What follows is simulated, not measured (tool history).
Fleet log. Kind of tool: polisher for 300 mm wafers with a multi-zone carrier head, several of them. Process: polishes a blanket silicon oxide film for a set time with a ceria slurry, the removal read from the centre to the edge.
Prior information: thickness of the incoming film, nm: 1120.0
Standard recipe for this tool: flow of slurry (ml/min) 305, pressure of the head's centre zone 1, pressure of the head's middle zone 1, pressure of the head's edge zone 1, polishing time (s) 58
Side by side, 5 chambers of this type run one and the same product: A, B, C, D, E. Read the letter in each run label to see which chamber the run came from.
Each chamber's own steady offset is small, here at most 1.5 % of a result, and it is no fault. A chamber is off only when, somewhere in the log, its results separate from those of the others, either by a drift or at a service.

run	hour	flow of slurry (ml/min)	pressure of the head's centre zone	pressure of the head's middle zone	pressure of the head's edge zone	polishing time (s)	wafers polished on this pad	hours since the slurry nozzle was cleaned	hours since the centre zone pressure was calibrated	hours since the edge zone pressure was calibrated	film removed at the wafer's centre (nm)	film removed at mid-radius (nm)	film removed at the wafer's edge (nm)
1D	6	305	1	1	1	58	1052	42.8	881.5	248.2	356.23	360.54	351.6
# hour 11.5: chamber B: centre zone pressure recalibrated
2B	11.8	305	1	1	1	58	272	279.9	0.3	1362.2	357.05	353.66	355.97
# hour 13.2: chamber E: slurry nozzle cleaned
# hour 20.6: chamber D: worn pad replaced by a new one
3C	20.8	305	1	1	1	58	847	738.3	789.6	258.4	344.61	353.51	357.79
# hour 29: chamber A: slurry nozzle cleaned
4E	30.3	305	1	1	1	58	640	17.1	104.3	319.4	349.54	344.61	355.02
# hour 37.7: chamber E: worn pad replaced by a new one
5A	37.8	305	1	1	1	58	897	8.8	189	332.6	365.06	356.83	358.55
6D	44.3	305	1	1	1	58	285	81.1	919.8	286.5	356.62	350.25	354.55
7B	51.6	305	1	1	1	58	751	319.7	40.1	1402	350.54	348.45	359.06
8C	56	305	1	1	1.06	58	1271	773.5	824.8	293.6	355.82	353.33	363.92
9A	61.6	305	1	1	1.06	58	1184	32.6	212.8	356.4	357.94	355.9	365.96
10E	68.4	305	1	1	1.06	58	370	55.2	142.4	357.5	356.64	340.93	373.63
# hour 71.9: chamber C: worn pad replaced by a new one
11D	74.4	305	1	1	1.06	58	647	111.2	949.9	316.6	355.04	360.18	369.28
# hour 77: chamber A: worn pad replaced by a new one
12C	81	305	1	1	1.06	58	110	798.5	849.8	318.6	358.23	359.92	366.43
13E	85.6	305	1	1	1	58	577	72.4	159.6	374.7	348.97	346.69	357.65
# hour 88.1: chamber E: worn pad replaced by a new one
14A	90.4	305	1	1	1	58	162	61.4	241.6	385.2	348.91	356.03	355.9
# hour 95.1: chamber E: edge zone pressure recalibrated
# hour 99.1: chamber C: centre zone pressure recalibrated
15B	99.5	305	1	1	1	58	1327	367.6	88	1449.9	353.42	363.33	342.99
16B	103.7	305	1	1	1	58	1378	371.8	92.2	1454.1	352.63	356.95	350.66
# hour 106.3: chamber B: worn pad replaced by a new one
17C	112.8	305	1.08	1	1	58	492	830.3	13.8	350.4	382.63	349.63	353.04
# hour 117.2: chamber D: centre zone pressure recalibrated
18A	119.5	305	1.08	1	1	58	512	90.5	270.7	414.3	385.18	355.06	359.49
# hour 124.6: chamber D: worn pad replaced by a new one
19E	127.6	305	1.08	1	1	58	476	114.4	201.6	32.6	383.59	355.28	357.67
# hour 128.9: chamber C: edge zone pressure recalibrated
20D	133.7	305	1.08	1	1	58	109	170.5	16.5	375.9	363.7	346.96	341.39
21D	139.6	305	1.08	1	1	58	180	176.4	22.4	381.8	358.76	358.24	357.63
22B	146.1	305	1	1	1	58	478	414.2	134.6	1496.5	355.14	356.21	355.86
23C	150.4	305	1	1	1	58	944	867.9	51.4	21.6	350.19	348.89	360.37
# hour 154.5: chamber E: worn pad replaced by a new one
24E	155.2	305	1	1	1	58	8	142	229.2	60.2	348.44	344.44	364.51
25A	164.5	305	1	1	1	58	1053	135.5	315.7	459.3	355.92	350.37	351.22
26D	169.3	305	1	1	1	58	537	206.1	52.1	411.5	333.6	354.22	359.43
27C	176.6	305	1	1	1	58	1260	894.1	77.6	47.8	355.32	350.99	359.7
# hour 178: chamber A: worn pad replaced by a new one
28E	184.2	305	1	1	1	58	357	171	258.2	89.2	351.08	348.68	356.7
# hour 188.2: chamber C: worn pad replaced by a new one
29A	193.7	305	1	1	1.05	58	189	164.7	344.9	488.5	355.84	351.62	372.62
30B	201.4	305	1	1	1.05	58	1143	469.5	189.9	1551.8	352.66	362.6	367.15
# hour 205.7: chamber E: worn pad replaced by a new one
31C	210.9	305	1	1	1.05	58	273	928.4	111.9	82.1	350.31	351.12	360.31
32D	216.2	305	1	1	1.05	58	1101	253	99	458.4	327.17	356.99	369.48
# hour 223.2: chamber C: slurry nozzle cleaned
# hour 224.8: chamber B: worn pad replaced by a new one
33A	225.8	305	1	1	1.05	58	575	196.8	377	520.6	357.91	352.93	358.44
34B	235.2	305	0.91	1.05	1	58	125	503.3	223.7	1585.6	323.8	378.1	355.26
35E	241.4	305	0.91	1.05	1	58	430	228.2	315.4	146.4	320.98	367.24	357.88
36A	246.7	305	0.91	1.05	1	58	826	217.7	397.9	541.5	320.6	369.83	350.81
37B	256.1	305	0.91	1.05	1	58	376	524.2	244.6	1606.5	322.71	370.5	350.75
# hour 256.5: chamber D: worn pad replaced by a new one
38D	260.5	305	0.91	1.05	1	58	49	297.3	143.3	502.7	292.18	372.03	359.11
39C	267.5	305	1	1	1	58	954	44.4	168.5	138.7	354.12	355.12	354.7

All chambers now run identical settings, listed one chamber a line with results as question marks. What results will each chamber show?
40A	274.4	305	1	1	1	58					?	?	?
40B	274.4	305	1	1	1	58					?	?	?
40C	274.4	305	1	1	1	58					?	?	?
40D	274.4	305	1	1	1	58					?	?	?
40E	274.4	305	1	1	1	58					?	?	?

run	film removed at the wafer's centre (nm)	film removed at mid-radius (nm)	film removed at the wafer's edge (nm)
40A	351.49	349.26	354.08
40B	358.9	349.66	361.22
40C	357.03	355.01	345.62
40D	324.36	357.43	360.32
40E	359.6	355.51	352.27
